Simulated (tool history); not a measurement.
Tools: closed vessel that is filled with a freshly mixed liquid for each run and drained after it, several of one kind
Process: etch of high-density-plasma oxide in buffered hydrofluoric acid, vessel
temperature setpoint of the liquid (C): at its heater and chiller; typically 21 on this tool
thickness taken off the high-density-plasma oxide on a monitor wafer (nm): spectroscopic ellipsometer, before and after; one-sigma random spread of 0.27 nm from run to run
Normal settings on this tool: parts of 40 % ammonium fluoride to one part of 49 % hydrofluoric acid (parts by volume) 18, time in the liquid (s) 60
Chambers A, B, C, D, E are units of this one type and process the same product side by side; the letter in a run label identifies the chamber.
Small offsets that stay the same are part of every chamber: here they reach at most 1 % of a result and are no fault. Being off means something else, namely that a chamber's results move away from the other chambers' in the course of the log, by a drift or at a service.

run,day,temperature setpoint of the liquid (C),parts of 40 % ammonium fluoride to one part of 49 % hydrofluoric acid (parts by volume),time in the liquid (s),"read-back film thickness of the high-density-plasma oxide reference wafer, read on the same gauge (nm)",thickness taken off the high-density-plasma oxide on a monitor wafer (nm)
1B,0.196,21,18,60,139.99,35.694
2C,0.479,21,18,60,140.01,35.403
3D,0.679,21,18,60,140,35.14
4A,0.896,21,18,60,140,35.532
5E,1.033,21,18,60,140,35.72
6A,1.212,22.5,24,60,139.97,30.783
7B,1.383,22.5,24,60,140,31.355
8E,1.583,22.5,24,60,140,30.691
9C,1.729,22.5,24,60,140.03,30.694
10D,1.996,22.5,24,60,140.01,30.653
11A,2.175,21,18,60,139.97,35.861
12B,2.375,21,18,60,140.01,35.947
13E,2.625,21,12,60,140.01,52.636
14D,2.908,21,12,60,140,52.835
15C,3.062,21,12,60,140.02,53.298
16B,3.254,21,12,60,139.99,52.999
17E,3.521,21,12,60,140.01,53.01
18C,3.792,21,18,60,139.98,36.057
19D,4,21,18,60,140,35.61
20A,4.246,21,18,60,140.01,35.54
# day 4.496: chamber E: thermometer replaced
21A,4.517,21,18,60,139.98,35.594
22B,4.762,21,18,60,140.01,35.686
23C,4.992,21,18,60,140.01,35.589
24E,5.133,21,18,60,139.99,34.611
25D,5.288,21,18,60,140,35.976
26D,5.517,21,18,60,140.03,35.155
27B,5.821,21,18,60,139.98,35.534
28E,6.075,21,18,60,140.01,34.078
# day 6.275: chamber C: thermometer replaced
29A,6.312,21,18,60,139.98,34.941
30C,6.571,21,18,60,140,35.475
31E,6.746,21,18,60,140.01,33.462
32A,6.933,21,18,60,140.01,35.608
33C,7.142,21,18,60,140.01,35.664
34D,7.4,21,18,60,139.98,35.638
35B,7.683,21,11,80,140.01,77.321
36B,7.917,21,11,80,140,77.58
37A,8.15,21,11,80,139.98,75.545
38D,8.367,21,11,80,140.03,77.723
39C,8.638,21,11,80,140,77.987
40E,8.942,21,18,60,140.01,32.587
41C,9.1,21,18,60,139.99,35.966

Decide between three cases: one chamber stands off from its peers, the gauge reading all wafers drifts, or nothing is wrong past each chamber's small offset. Where a chamber is off, say which and what most likely put it there.

Chamber E drifts away from the others.
Cause: hydrofluoric acid flow below the setpoint (%) = 10.7.

Chamber E could run next with any of the 4 candidate recipes listed below; each alters the usual settings, and their results appear as question marks. Which one brings its results back in line with what the other chambers deliver on the usual settings?
Counts as in line when no further than this from what the other chambers average on the usual settings: thickness taken off the high-density-plasma oxide on a monitor wafer (nm) 0.96
42E-1,9.317,21,24.5,60,,?
42E-2,9.317,22,18,70,,?
42E-3,9.317,19,18,60,,?
42E-4,9.317,21,17.5,65,,?

Mean of the other chambers on the usual settings: thickness taken off the high-density-plasma oxide on a monitor wafer (nm) 35.627
run,thickness taken off the high-density-plasma oxide on a monitor wafer (nm)
42E-1,25.806
42E-2,39.367
42E-3,28.478
42E-4,35.445
42E-4 brings the chamber back in line.
